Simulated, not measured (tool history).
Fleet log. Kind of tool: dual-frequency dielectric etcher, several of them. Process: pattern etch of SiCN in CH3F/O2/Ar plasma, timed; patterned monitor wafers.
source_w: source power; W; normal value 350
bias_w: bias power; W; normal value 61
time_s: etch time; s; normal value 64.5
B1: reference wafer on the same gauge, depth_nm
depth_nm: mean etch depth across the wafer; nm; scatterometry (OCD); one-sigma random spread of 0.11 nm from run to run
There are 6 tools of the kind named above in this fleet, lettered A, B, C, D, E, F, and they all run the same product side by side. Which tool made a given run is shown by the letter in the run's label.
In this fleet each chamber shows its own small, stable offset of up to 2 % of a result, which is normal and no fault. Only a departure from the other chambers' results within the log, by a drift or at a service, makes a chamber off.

run 1D hour=8.5 | source_w=350 bias_w=61 time_s=64.5 | B1=25.506 | depth_nm=21.743
run 2F hour=20.0 | source_w=350 bias_w=61 time_s=64.5 | B1=25.513 | depth_nm=21.525
run 3A hour=29.7 | source_w=350 bias_w=61 time_s=64.5 | B1=25.471 | depth_nm=21.544
run 4C hour=46.0 | source_w=350 bias_w=61 time_s=64.5 | B1=25.477 | depth_nm=21.936
-- hour=55.3 chamber E: wet clean of the chamber
run 5E hour=59.2 | source_w=350 bias_w=61 time_s=64.5 | B1=25.509 | depth_nm=21.627
run 6B hour=70.0 | source_w=350 bias_w=61 time_s=64.5 | B1=25.478 | depth_nm=21.726
run 7C hour=78.5 | source_w=350 bias_w=61 time_s=64.5 | B1=25.495 | depth_nm=21.824
-- hour=86.4 chamber A: source power generator calibrated
run 8D hour=88.4 | source_w=350 bias_w=61 time_s=64.5 | B1=25.469 | depth_nm=22.048
run 9E hour=97.1 | source_w=350 bias_w=61 time_s=64.5 | B1=25.544 | depth_nm=21.591
run 10B hour=111.1 | source_w=350 bias_w=61 time_s=64.5 | B1=25.521 | depth_nm=21.531
run 11A hour=119.4 | source_w=350 bias_w=61 time_s=64.5 | B1=25.475 | depth_nm=21.782
run 12F hour=127.3 | source_w=350 bias_w=61 time_s=64.5 | B1=25.505 | depth_nm=21.375
run 13B hour=134.6 | source_w=350 bias_w=61 time_s=64.5 | B1=25.521 | depth_nm=21.588
run 14D hour=145.0 | source_w=350 bias_w=61 time_s=64.5 | B1=25.499 | depth_nm=21.611
run 15C hour=155.2 | source_w=350 bias_w=67 time_s=64.5 | B1=25.495 | depth_nm=22.430
run 16F hour=168.6 | source_w=350 bias_w=67 time_s=64.5 | B1=25.510 | depth_nm=22.105
run 17A hour=176.8 | source_w=350 bias_w=67 time_s=64.5 | B1=25.507 | depth_nm=22.455
run 18E hour=186.9 | source_w=350 bias_w=67 time_s=64.5 | B1=25.512 | depth_nm=22.224
run 19D hour=199.1 | source_w=350 bias_w=67 time_s=64.5 | B1=25.495 | depth_nm=22.512
run 20F hour=215.2 | source_w=350 bias_w=67 time_s=64.5 | B1=25.470 | depth_nm=22.153
run 21E hour=225.2 | source_w=350 bias_w=61 time_s=64.5 | B1=25.493 | depth_nm=21.433
-- hour=231.5 chamber B: wet clean of the chamber
run 22C hour=235.7 | source_w=390 bias_w=61 time_s=64.5 | B1=25.476 | depth_nm=22.821
run 23A hour=249.7 | source_w=390 bias_w=61 time_s=64.5 | B1=25.478 | depth_nm=22.710
run 24B hour=257.9 | source_w=390 bias_w=61 time_s=64.5 | B1=25.481 | depth_nm=23.504
run 25A hour=271.4 | source_w=390 bias_w=61 time_s=64.5 | B1=25.493 | depth_nm=22.627
-- hour=281.8 chamber D: wet clean of the chamber
run 26E hour=285.8 | source_w=390 bias_w=61 time_s=64.5 | B1=25.500 | depth_nm=22.325
-- hour=297.6 chamber C: wet clean of the chamber
run 27B hour=300.1 | source_w=390 bias_w=61 time_s=64.5 | B1=25.521 | depth_nm=23.453
run 28D hour=314.2 | source_w=320 bias_w=70 time_s=64.5 | B1=25.460 | depth_nm=22.176
-- hour=318.2 chamber F: wet clean of the chamber
run 29F hour=321.8 | source_w=320 bias_w=70 time_s=64.5 | B1=25.509 | depth_nm=21.917
run 30C hour=338.1 | source_w=320 bias_w=70 time_s=64.5 | B1=25.477 | depth_nm=22.118
run 31E hour=345.4 | source_w=320 bias_w=70 time_s=64.5 | B1=25.499 | depth_nm=21.686
run 32F hour=359.6 | source_w=320 bias_w=70 time_s=64.5 | B1=25.493 | depth_nm=21.593
run 33B hour=369.9 | source_w=320 bias_w=70 time_s=64.5 | B1=25.516 | depth_nm=22.875
-- hour=374.5 chamber A: wet clean of the chamber
run 34A hour=377.8 | source_w=440 bias_w=48 time_s=64.5 | B1=25.484 | depth_nm=21.895
-- hour=384.3 chamber D: source power generator calibrated
run 35D hour=392.6 | source_w=440 bias_w=48 time_s=64.5 | B1=25.522 | depth_nm=22.069
run 36C hour=403.1 | source_w=440 bias_w=48 time_s=64.5 | B1=25.516 | depth_nm=22.051
run 37C hour=417.6 | source_w=440 bias_w=48 time_s=64.5 | B1=25.503 | depth_nm=22.019
run 38A hour=433.7 | source_w=440 bias_w=48 time_s=64.5 | B1=25.517 | depth_nm=21.737
run 39B hour=441.6 | source_w=440 bias_w=48 time_s=64.5 | B1=25.496 | depth_nm=22.683
run 40F hour=456.9 | source_w=350 bias_w=61 time_s=64.5 | B1=25.472 | depth_nm=21.432
run 41D hour=465.4 | source_w=350 bias_w=61 time_s=64.5 | B1=25.491 | depth_nm=21.941
run 42E hour=474.1 | source_w=350 bias_w=61 time_s=64.5 | B1=25.509 | depth_nm=21.358

All 6 chambers run these settings next. Forecast each chamber's results:
run 43A hour=485.9 | source_w=350 bias_w=61 time_s=64.5 | depth_nm=?
run 43B hour=485.9 | source_w=350 bias_w=61 time_s=64.5 | depth_nm=?
run 43C hour=485.9 | source_w=350 bias_w=61 time_s=64.5 | depth_nm=?
run 43D hour=485.9 | source_w=350 bias_w=61 time_s=64.5 | depth_nm=?
run 43E hour=485.9 | source_w=350 bias_w=61 time_s=64.5 | depth_nm=?
run 43F hour=485.9 | source_w=350 bias_w=61 time_s=64.5 | depth_nm=?

run=43A depth_nm=21.761
run=43B depth_nm=22.425
run=43C depth_nm=22.121
run=43D depth_nm=21.741
run=43E depth_nm=21.289
run=43F depth_nm=21.608
